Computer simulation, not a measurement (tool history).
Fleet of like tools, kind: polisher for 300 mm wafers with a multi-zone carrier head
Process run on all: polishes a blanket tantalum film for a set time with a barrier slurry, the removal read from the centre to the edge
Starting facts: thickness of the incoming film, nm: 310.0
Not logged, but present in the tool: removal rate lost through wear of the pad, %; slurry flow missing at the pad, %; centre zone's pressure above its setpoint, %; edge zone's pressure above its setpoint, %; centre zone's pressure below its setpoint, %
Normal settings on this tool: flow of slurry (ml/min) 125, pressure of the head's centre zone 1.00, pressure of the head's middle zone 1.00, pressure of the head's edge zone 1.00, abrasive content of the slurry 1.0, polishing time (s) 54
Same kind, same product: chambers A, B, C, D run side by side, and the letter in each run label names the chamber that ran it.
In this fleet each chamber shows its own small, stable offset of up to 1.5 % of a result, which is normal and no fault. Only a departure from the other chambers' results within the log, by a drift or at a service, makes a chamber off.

run    day  flow of slurry (ml/min)  pressure of the head's centre zone  pressure of the head's middle zone  pressure of the head's edge zone  abrasive content of the slurry  polishing time (s)  wafers polished on this pad  hours since the slurry nozzle was cleaned  hours since the centre zone pressure was calibrated  hours since the edge zone pressure was calibrated  film removed at the wafer's centre (Å)  film removed at mid-radius (Å)  film removed at the wafer's edge (Å)
     0.312  -- chamber D: worn pad replaced by a new one
 1A  0.333                      125                                1.00                                1.00                              1.00                             1.0                  54                         1012                                       66.0                                                885.6                                              769.2                                 1037.40                         1017.40                                1033.6
     0.512  -- chamber C: worn pad replaced by a new one
 2D  0.533                      125                                1.00                                1.00                              1.00                             1.0                  54                           52                                       16.1                                                208.1                                              839.7                                 1038.20                         1023.10                                1030.9
     0.579  -- chamber B: worn pad replaced by a new one
 3C  0.833                      125                                1.00                                1.00                              1.00                             1.0                  54                           75                                      278.1                                                208.6                                              367.3                                 1031.00                          996.79                                1017.1
 4B  1.188                      125                                1.00                                1.00                              1.00                             1.0                  54                          142                                       62.7                                                677.5                                              465.9                                 1011.30                         1002.80                                1005.6
     1.329  -- chamber A: worn pad replaced by a new one
 5A  1.475                      125                                1.00                                1.00                              1.00                             1.0                  54                           34                                       93.4                                                913.0                                              796.6                                 1047.40                         1062.60                                1032.3
 6D  1.812                      125                                1.00                                1.00                              1.00                             1.0                  54                          350                                       46.8                                                238.8                                              870.4                                 1017.60                         1037.80                                1035.0
 7C  2.142                      125                                1.00                                1.00                              1.00                             1.0                  54                          380                                      309.5                                                240.0                                              398.7                                 1052.20                         1027.50                                1027.4
 8B  2.346                      125                                1.00                                1.00                              1.00                             1.0                  54                          412                                       90.5                                                705.3                                              493.7                                 1029.80                         1030.80                                1009.1
 9C  2.683                      125                                1.00                                1.00                              1.00                             1.0                  54                          507                                      322.5                                                253.0                                              411.7                                 1020.50                         1020.40                                1011.3
10D  2.988                      125                                1.00                                1.00                              1.00                             1.0                  54                          625                                       75.0                                                267.0                                              898.6                                 1030.70                         1001.90                                1023.0
11B  3.254                      125                                1.00                                1.00                              1.00                             1.2                  54                          624                                      112.3                                                727.1                                              515.5                                 1080.40                         1067.40                                1083.0
     3.408  -- chamber B: worn pad replaced by a new one
12A  3.454                      125                                1.00                                1.00                              1.00                             1.2                  54                          496                                      140.9                                                960.5                                              844.1                                 1092.00                         1062.70                                1069.8
     3.596  -- chamber D: worn pad replaced by a new one
13A  3.646                      125                                1.00                                1.00                              1.00                             1.2                  54                          541                                      145.5                                                965.1                                              848.7                                 1098.80                         1088.50                                1083.2
14D  3.967                      125                                1.00                                1.00                              1.00                             1.2                  54                           86                                       98.5                                                290.5                                              922.1                                 1088.40                         1059.30                                1084.7
15C  4.333                      125                                1.00                                1.00                              1.00                             1.0                  54                          892                                      362.1                                                292.6                                              451.3                                 1007.90                         1015.10                                1016.2
16B  4.675                      125                                1.00                                1.00                              1.00                             1.0                  54                          296                                      146.4                                                761.2                                              549.6                                 1011.30                          990.31                                1027.3
17D  5.008                      125                                1.00                                1.00                              1.00                             1.0                  54                          330                                      123.5                                                315.5                                              947.1                                 1019.50                         1049.80                                1035.4
18A  5.258                      165                                1.00                                0.96                              1.00                             1.0                  54                          917                                      184.2                                               1003.8                                              887.4                                 1097.30                         1025.30                                1075.9
19B  5.442                      165                                1.00                                0.96                              1.00                             1.0                  54                          475                                      164.8                                                779.6                                              568.0                                 1086.40                         1026.20                                1055.5
20C  5.612                      165                                1.00                                0.96                              1.00                             1.0                  54                         1191                                      392.8                                                323.3                                              482.0                                 1067.90                         1050.00                                1057.6
21D  5.979                      165                                1.00                                0.96                              1.00                             1.0                  54                          556                                      146.8                                                338.8                                              970.4                                 1102.60                         1040.00                                1086.9
22B  6.296                      125                                1.00                                1.00                              1.00                             1.0                  54                          674                                      185.3                                                800.1                                              588.5                                 1017.80                         1011.80                                1018.6
     6.379  -- chamber C: worn pad replaced by a new one
     6.388  -- chamber B: worn pad replaced by a new one
23C  6.604                      125                                0.96                                1.00                              1.00                             1.0                  67                           53                                      416.6                                                347.1                                              505.8                                 1188.20                         1278.90                                1267.0
24A  6.850                      125                                0.96                                1.00                              1.00                             1.0                  67                         1289                                      222.4                                               1042.0                                              925.6                                 1250.40                         1265.30                                1279.5
25A  7.017                      125                                0.96                                1.00                              1.00                             1.0                  67                         1328                                      226.4                                               1046.0                                              929.6                                 1218.30                         1271.20                                1270.2
26C  7.329                      125                                0.96                                1.00                              1.00                             1.0                  67                          222                                      434.0                                                364.5                                              523.2                                 1177.60                         1291.30                                1257.4
     7.408  -- chamber D: slurry nozzle cleaned
     7.621  -- chamber A: worn pad replaced by a new one
27D  7.642                      125                                0.94                                1.00                              1.00                             1.0                  54                          944                                        5.7                                                378.7                                             1010.3                                  971.29                          989.61                                1031.1
     7.900  -- chamber D: worn pad replaced by a new one
28B  7.983                      125                                0.94                                1.00                              1.00                             1.0                  54                          372                                      225.8                                                840.6                                              629.0                                  968.00                         1010.50                                1034.3
     8.296  -- chamber B: slurry nozzle cleaned
29A  8.346                      125                                0.94                                1.00                              1.00                             1.0                  54                          170                                      258.3                                               1077.9                                              961.5                                  993.61                         1043.40                                1028.0
30B  8.558                      125                                0.94                                1.00                              1.00                             1.0                  54                          507                                        6.4                                                854.4                                              642.8                                  957.45                         1005.80                                1030.2
31D  8.721                      125                                1.00                                1.00                              1.00                             1.0                  54                          191                                       31.6                                                404.6                                             1036.2                                 1036.60                         1019.50                                1036.1
32C  8.979                      125                                1.00                                1.00                              1.00                             1.0                  54                          607                                      473.6                                                404.1                                              562.8                                  987.65                         1057.10                                1019.1
33C  9.283                      125                                1.00                                1.00                              0.92                             1.0                  63                          678                                      480.9                                                411.4                                              570.1                                 1148.10                         1214.90                                1138.3

Decide between three cases: one chamber stands off from its peers, the gauge reading all wafers drifts, or nothing is wrong past each chamber's small offset. Where a chamber is off, say which and what most likely put it there.

It is chamber C that slowly wanders off from its peers.
What lies behind it: centre zone's pressure below its setpoint, % = 4.08.

Chamber C could run next with any of the 4 candidate recipes listed below; each alters the usual settings, and their results appear as question marks. Which one brings its results back in line with what the other chambers deliver on the usual settings?
In-line tolerance around the mean of the other chambers on the usual settings: film removed at the wafer's centre (Å) 31.00; film removed at mid-radius (Å) 50.00; film removed at the wafer's edge (Å) 22.00
34C-1  9.550                      120                                0.94                                1.04                              1.01                             1.0                  53                                                                                                                                                                                                                       ?                               ?                                     ?
34C-2  9.550                      125                                0.97                                1.02                              1.00                             1.0                  53                                                                                                                                                                                                                       ?                               ?                                     ?
34C-3  9.550                      125                                1.03                                0.98                              1.00                             1.0                  55                                                                                                                                                                                                                       ?                               ?                                     ?
34C-4  9.550                      130                                1.06                                0.96                              0.99                             1.0                  55                                                                                                                                                                                                                       ?                               ?                                     ?

The mean the other chambers reach with the usual settings: film removed at the wafer's centre (Å) 1028.20; film removed at mid-radius (Å) 1022.20; film removed at the wafer's edge (Å) 1026.70
  run  film removed at the wafer's centre (Å)  film removed at mid-radius (Å)  film removed at the wafer's edge (Å)
34C-1                                  890.42                         1028.90                                994.96
34C-2                                  931.55                         1020.10                                996.63
34C-3                                 1032.30                         1020.30                               1034.80
34C-4                                 1075.60                         1009.90                               1036.10
34C-3 brings the chamber back in line.
